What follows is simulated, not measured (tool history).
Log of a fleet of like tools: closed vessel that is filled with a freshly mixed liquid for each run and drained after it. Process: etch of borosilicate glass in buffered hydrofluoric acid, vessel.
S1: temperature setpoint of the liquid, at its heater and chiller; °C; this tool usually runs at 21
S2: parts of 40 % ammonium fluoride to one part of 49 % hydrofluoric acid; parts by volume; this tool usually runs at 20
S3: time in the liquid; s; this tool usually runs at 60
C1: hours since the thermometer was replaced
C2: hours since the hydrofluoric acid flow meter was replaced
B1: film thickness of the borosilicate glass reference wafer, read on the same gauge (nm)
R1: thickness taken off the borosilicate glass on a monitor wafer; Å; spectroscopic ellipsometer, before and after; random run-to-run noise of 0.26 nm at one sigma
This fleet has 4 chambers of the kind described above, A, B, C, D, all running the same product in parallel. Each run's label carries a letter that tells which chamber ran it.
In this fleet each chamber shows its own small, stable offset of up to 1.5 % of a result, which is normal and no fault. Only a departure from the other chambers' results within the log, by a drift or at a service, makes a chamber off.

run,day,S1,S2,S3,C1,C2,B1,R1
1A,0.246,21,20,60,947.3,339.2,119.99,317.78
2B,0.533,21,20,60,382.3,479.2,119.99,314.56
3D,0.833,21,20,60,133.7,85.9,119.99,316.9
4C,1.083,21,20,60,654.8,160,119.99,316.84
5A,1.275,21,20,60,972,363.9,119.97,318.4
6C,1.529,21,20,60,665.5,170.7,120.01,318.26
7D,1.796,21,20,60,156.8,109,120.04,314.35
8B,1.988,21,20,60,417.2,514.1,119.98,319.7
9D,2.138,21,20,60,165,117.2,119.96,317.61
10B,2.279,21,20,60,424.2,521.1,120,317.95
11C,2.438,21,20,60,687.3,192.5,119.97,312.31
12A,2.596,21,20,60,1003.7,395.6,119.99,321.01
13D,2.854,22.5,20,45,182.2,134.4,119.95,257.43
14B,3.096,22.5,20,45,443.8,540.7,120,258.47
15A,3.229,22.5,20,45,1018.9,410.8,120.01,261.49
16C,3.388,22.5,20,45,710.1,215.3,120.02,256.96
17D,3.625,21,20,60,200.7,152.9,120,313.19
18A,3.775,21,20,60,1032,423.9,120.02,322.56
19C,3.996,21,20,60,724.7,229.9,119.98,320.02
20B,4.154,21,20,60,469.2,566.1,119.98,322.14
21B,4.438,19.5,20,85,476,572.9,120,426.02
22A,4.646,19.5,20,85,1052.9,444.8,120.05,411.82
23C,4.875,19.5,20,85,745.8,251,120,407.61
24D,5.062,19.5,20,85,235.2,187.4,120,415.97
25A,5.312,21,20,60,1068.9,460.8,120.01,317.94
26D,5.612,21,20,60,248.4,200.6,119.98,318.48
27B,5.867,21,20,60,510.3,607.2,120,320.22
28C,6.117,25,22.5,60,775.6,280.8,120.01,362.27
29D,6.375,25,22.5,60,266.7,218.9,119.97,362.62
30B,6.554,25,22.5,60,526.8,623.7,119.98,369.25
31A,6.75,25,22.5,60,1103.4,495.3,119.97,363.93
32C,6.971,21,20,60,796.1,301.3,120.01,315.34
33B,7.221,21,20,60,542.8,639.7,120.01,322.14
34A,7.379,21,20,60,1118.5,510.4,120.01,322.9
35C,7.633,21,20,60,812,317.2,119.96,314.17
36D,7.796,21,20,60,300.8,253,120,317.27
37D,7.938,21,20,60,304.2,256.4,120,323.13
38C,8.167,21,20,60,824.8,330,120.02,316.28
39B,8.442,21,20,60,572.1,669,120.01,321.22
40A,8.633,18.5,20,60,1148.6,540.5,120.02,278.11

The same settings go to every chamber for the next run, one line per chamber below. Forecast the results for each:
41A,8.85,21,20,60,,,,?
41B,8.85,21,20,60,,,,?
41C,8.85,21,20,60,,,,?
41D,8.85,21,20,60,,,,?

run,R1
41A,317.62
41B,321.21
41C,316.26
41D,317.06
